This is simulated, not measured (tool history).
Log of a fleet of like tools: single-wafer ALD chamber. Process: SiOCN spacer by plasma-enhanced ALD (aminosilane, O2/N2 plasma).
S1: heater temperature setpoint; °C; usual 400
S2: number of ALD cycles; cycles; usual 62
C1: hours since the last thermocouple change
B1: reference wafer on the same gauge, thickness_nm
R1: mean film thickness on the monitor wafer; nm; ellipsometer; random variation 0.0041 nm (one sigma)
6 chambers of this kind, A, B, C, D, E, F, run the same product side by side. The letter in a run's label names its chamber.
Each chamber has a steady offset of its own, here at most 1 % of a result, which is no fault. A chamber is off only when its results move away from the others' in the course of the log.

run,hour,S1,S2,C1,B1,R1
1D,10.3,400,62,267.3,3.7015,3.7704
2C,23.5,400,62,452.4,3.7017,3.7355
3F,35.6,400,62,1530.1,3.7015,3.7620
4B,49.9,400,62,356.5,3.7017,3.7256
5E,57.8,400,62,957.1,3.7022,3.7556
6A,71.2,400,62,203.9,3.7020,3.7487
7D,81.1,400,62,338.1,3.7030,3.7749
8F,91.0,405,62,1585.5,3.7027,3.7122
9C,97.5,405,62,526.4,3.7037,3.6814
10B,106.7,405,62,413.3,3.7046,3.6789
11E,115.7,405,62,1015.0,3.7042,3.6844
12A,125.6,405,62,258.3,3.7041,3.6931
13E,138.0,405,62,1037.3,3.7037,3.6839
14B,152.3,400,62,458.9,3.7058,3.7336
15F,162.6,400,62,1657.1,3.7050,3.7658
16C,175.9,400,62,604.8,3.7058,3.7409
17A,182.8,400,62,315.5,3.7056,3.7501
18D,192.1,400,62,449.1,3.7061,3.7701
19B,202.5,400,62,509.1,3.7070,3.7277
20A,212.6,400,62,345.3,3.7071,3.7544
21F,222.4,400,62,1716.9,3.7069,3.7662
22E,236.7,400,62,1136.0,3.7093,3.7586
23D,248.7,400,62,505.7,3.7086,3.7776
24C,259.6,388,62,688.5,3.7108,3.7459
25D,270.3,388,62,527.3,3.7094,3.7786
26C,284.7,388,62,713.6,3.7101,3.7491
27B,296.1,388,62,602.7,3.7090,3.7372
28E,307.8,388,62,1207.1,3.7101,3.7611
29A,320.8,388,62,453.5,3.7096,3.7606
30F,328.3,400,62,1822.8,3.7110,3.7780
31C,335.1,400,62,764.0,3.7125,3.7499
32D,345.0,400,62,602.0,3.7118,3.7720
33F,352.4,400,62,1846.9,3.7119,3.7732
34A,363.3,400,62,496.0,3.7128,3.7529
35E,377.2,400,62,1276.5,3.7143,3.7621
36B,388.8,400,62,695.4,3.7123,3.7452
37D,395.2,406,66,652.2,3.7142,3.9452
38B,404.1,406,66,710.7,3.7136,3.9129
39C,412.8,406,66,841.7,3.7136,3.9220
40F,425.3,406,66,1919.8,3.7142,3.9469
41E,433.1,406,66,1332.4,3.7138,3.9324
42A,443.7,406,66,576.4,3.7171,3.9235
43B,451.1,400,62,757.7,3.7164,3.7431
44A,464.3,414,68,597.0,3.7155,3.9606

All 6 chambers run these settings next. Forecast each chamber's results:
45A,474.8,400,71,,,?
45B,474.8,400,71,,,?
45C,474.8,400,71,,,?
45D,474.8,400,71,,,?
45E,474.8,400,71,,,?
45F,474.8,400,71,,,?

run,R1
45A,4.3055
45B,4.2848
45C,4.2976
45D,4.3231
45E,4.3077
45F,4.3217
